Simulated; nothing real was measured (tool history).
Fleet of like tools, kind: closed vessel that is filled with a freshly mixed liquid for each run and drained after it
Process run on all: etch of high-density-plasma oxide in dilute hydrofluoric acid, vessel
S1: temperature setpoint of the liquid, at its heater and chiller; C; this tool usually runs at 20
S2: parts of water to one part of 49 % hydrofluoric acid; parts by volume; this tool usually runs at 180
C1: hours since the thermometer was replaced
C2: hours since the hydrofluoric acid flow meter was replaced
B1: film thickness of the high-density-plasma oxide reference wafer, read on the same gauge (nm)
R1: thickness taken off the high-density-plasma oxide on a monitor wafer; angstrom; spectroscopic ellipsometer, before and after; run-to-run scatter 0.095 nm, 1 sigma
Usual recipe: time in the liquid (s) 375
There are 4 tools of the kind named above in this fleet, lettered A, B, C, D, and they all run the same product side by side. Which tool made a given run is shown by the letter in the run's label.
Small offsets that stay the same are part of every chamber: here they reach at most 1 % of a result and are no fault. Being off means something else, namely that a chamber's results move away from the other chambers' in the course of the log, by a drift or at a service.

{"run": "1B", "day": 0.238, "S1": 20, "S2": 180, "time in the liquid (s)": 375, "C1": 624.2, "C2": 1247.4, "B1": 60.02, "R1": 101.01}
{"run": "2D", "day": 0.483, "S1": 20, "S2": 180, "time in the liquid (s)": 375, "C1": 1034.8, "C2": 443.5, "B1": 59.973, "R1": 100.42}
{"run": "3A", "day": 0.725, "S1": 20, "S2": 180, "time in the liquid (s)": 375, "C1": 182.6, "C2": 880.8, "B1": 60.037, "R1": 101.06}
{"run": "4C", "day": 0.946, "S1": 20, "S2": 180, "time in the liquid (s)": 375, "C1": 171.1, "C2": 365.6, "B1": 60.02, "R1": 99.346}
{"run": "5B", "day": 1.258, "S1": 20, "S2": 180, "time in the liquid (s)": 375, "C1": 648.7, "C2": 1271.9, "B1": 59.985, "R1": 101.5}
{"run": "6A", "day": 1.479, "S1": 20, "S2": 180, "time in the liquid (s)": 375, "C1": 200.7, "C2": 898.9, "B1": 60.01, "R1": 101.55}
{"run": "7D", "day": 1.679, "S1": 20, "S2": 180, "time in the liquid (s)": 375, "C1": 1063.5, "C2": 472.2, "B1": 60.014, "R1": 99.069}
{"run": "8C", "day": 1.95, "S1": 20, "S2": 180, "time in the liquid (s)": 375, "C1": 195.2, "C2": 389.7, "B1": 60.026, "R1": 100.72}
{"run": "9C", "day": 2.225, "S1": 20, "S2": 180, "time in the liquid (s)": 375, "C1": 201.8, "C2": 396.3, "B1": 59.971, "R1": 98.578}
{"run": "10A", "day": 2.425, "S1": 20, "S2": 180, "time in the liquid (s)": 375, "C1": 223.4, "C2": 921.6, "B1": 59.964, "R1": 100.5}
{"run": "11D", "day": 2.688, "S1": 20, "S2": 180, "time in the liquid (s)": 375, "C1": 1087.7, "C2": 496.4, "B1": 60, "R1": 100.13}
{"day": 2.754, "done": "chamber A: hydrofluoric acid flow meter replaced"}
{"run": "12B", "day": 2.85, "S1": 20, "S2": 180, "time in the liquid (s)": 375, "C1": 686.9, "C2": 1310.1, "B1": 60.027, "R1": 101.96}
{"run": "13A", "day": 3.075, "S1": 20, "S2": 180, "time in the liquid (s)": 375, "C1": 239, "C2": 7.8, "B1": 59.978, "R1": 99.966}
{"run": "14C", "day": 3.396, "S1": 20, "S2": 120, "time in the liquid (s)": 240, "C1": 229.9, "C2": 424.4, "B1": 60.024, "R1": 103.13}
{"run": "15B", "day": 3.629, "S1": 20, "S2": 120, "time in the liquid (s)": 240, "C1": 705.6, "C2": 1328.8, "B1": 60.022, "R1": 101.75}
{"run": "16D", "day": 3.771, "S1": 20, "S2": 120, "time in the liquid (s)": 240, "C1": 1113.7, "C2": 522.4, "B1": 59.972, "R1": 100.66}
{"run": "17B", "day": 3.962, "S1": 20, "S2": 120, "time in the liquid (s)": 240, "C1": 713.6, "C2": 1336.8, "B1": 60.005, "R1": 103.4}
{"run": "18A", "day": 4.117, "S1": 20, "S2": 180, "time in the liquid (s)": 375, "C1": 264, "C2": 32.8, "B1": 59.975, "R1": 100.33}
{"run": "19D", "day": 4.383, "S1": 20, "S2": 180, "time in the liquid (s)": 375, "C1": 1128.4, "C2": 537.1, "B1": 60.01, "R1": 100.79}
{"run": "20C", "day": 4.521, "S1": 20, "S2": 180, "time in the liquid (s)": 375, "C1": 256.9, "C2": 451.4, "B1": 59.995, "R1": 100.31}
{"run": "21C", "day": 4.671, "S1": 20, "S2": 180, "time in the liquid (s)": 375, "C1": 260.5, "C2": 455, "B1": 59.952, "R1": 98.441}
{"run": "22B", "day": 4.979, "S1": 22.5, "S2": 205, "time in the liquid (s)": 375, "C1": 738, "C2": 1361.2, "B1": 59.981, "R1": 95.512}
{"run": "23A", "day": 5.283, "S1": 22.5, "S2": 205, "time in the liquid (s)": 375, "C1": 292, "C2": 60.8, "B1": 60.016, "R1": 94.434}
{"run": "24D", "day": 5.596, "S1": 22.5, "S2": 205, "time in the liquid (s)": 375, "C1": 1157.5, "C2": 566.2, "B1": 59.993, "R1": 92.181}
{"run": "25A", "day": 5.8, "S1": 22.5, "S2": 205, "time in the liquid (s)": 375, "C1": 304.4, "C2": 73.2, "B1": 60.016, "R1": 95.534}
{"run": "26C", "day": 5.967, "S1": 20, "S2": 180, "time in the liquid (s)": 375, "C1": 291.6, "C2": 486.1, "B1": 59.96, "R1": 99.449}
{"run": "27B", "day": 6.162, "S1": 22.5, "S2": 180, "time in the liquid (s)": 375, "C1": 766.4, "C2": 1389.6, "B1": 60.03, "R1": 111.03}
{"run": "28D", "day": 6.317, "S1": 22.5, "S2": 180, "time in the liquid (s)": 375, "C1": 1174.8, "C2": 583.5, "B1": 60.009, "R1": 111.1}
{"run": "29B", "day": 6.521, "S1": 22.5, "S2": 180, "time in the liquid (s)": 375, "C1": 775, "C2": 1398.2, "B1": 60.036, "R1": 113.13}
{"run": "30D", "day": 6.692, "S1": 22.5, "S2": 180, "time in the liquid (s)": 375, "C1": 1183.8, "C2": 592.5, "B1": 60.015, "R1": 108.36}
{"run": "31A", "day": 6.871, "S1": 20, "S2": 180, "time in the liquid (s)": 375, "C1": 330.1, "C2": 98.9, "B1": 59.979, "R1": 100.09}
{"run": "32C", "day": 7.142, "S1": 20, "S2": 180, "time in the liquid (s)": 375, "C1": 319.8, "C2": 514.3, "B1": 59.978, "R1": 100.64}
{"run": "33B", "day": 7.288, "S1": 20, "S2": 240, "time in the liquid (s)": 375, "C1": 793.4, "C2": 1416.6, "B1": 59.992, "R1": 72.719}
{"run": "34D", "day": 7.529, "S1": 20, "S2": 240, "time in the liquid (s)": 375, "C1": 1203.9, "C2": 612.6, "B1": 59.968, "R1": 70.237}
{"run": "35C", "day": 7.762, "S1": 20, "S2": 240, "time in the liquid (s)": 375, "C1": 334.7, "C2": 529.2, "B1": 60.013, "R1": 70.959}
{"run": "36A", "day": 8.067, "S1": 20, "S2": 240, "time in the liquid (s)": 375, "C1": 358.8, "C2": 127.6, "B1": 60.027, "R1": 72.123}
{"day": 8.229, "done": "chamber D: hydrofluoric acid flow meter replaced"}
{"run": "37A", "day": 8.271, "S1": 20, "S2": 180, "time in the liquid (s)": 375, "C1": 363.7, "C2": 132.5, "B1": 59.999, "R1": 101}
{"run": "38D", "day": 8.579, "S1": 20, "S2": 180, "time in the liquid (s)": 375, "C1": 1229.1, "C2": 8.4, "B1": 59.987, "R1": 100.29}

What goes on in this fleet: one chamber off, a drifting gauge, or nothing beyond the chambers' own small offsets? Name the chamber and the cause, if any.

The fleet is healthy, with each chamber sitting at its usual small offset and no drift in the gauge.
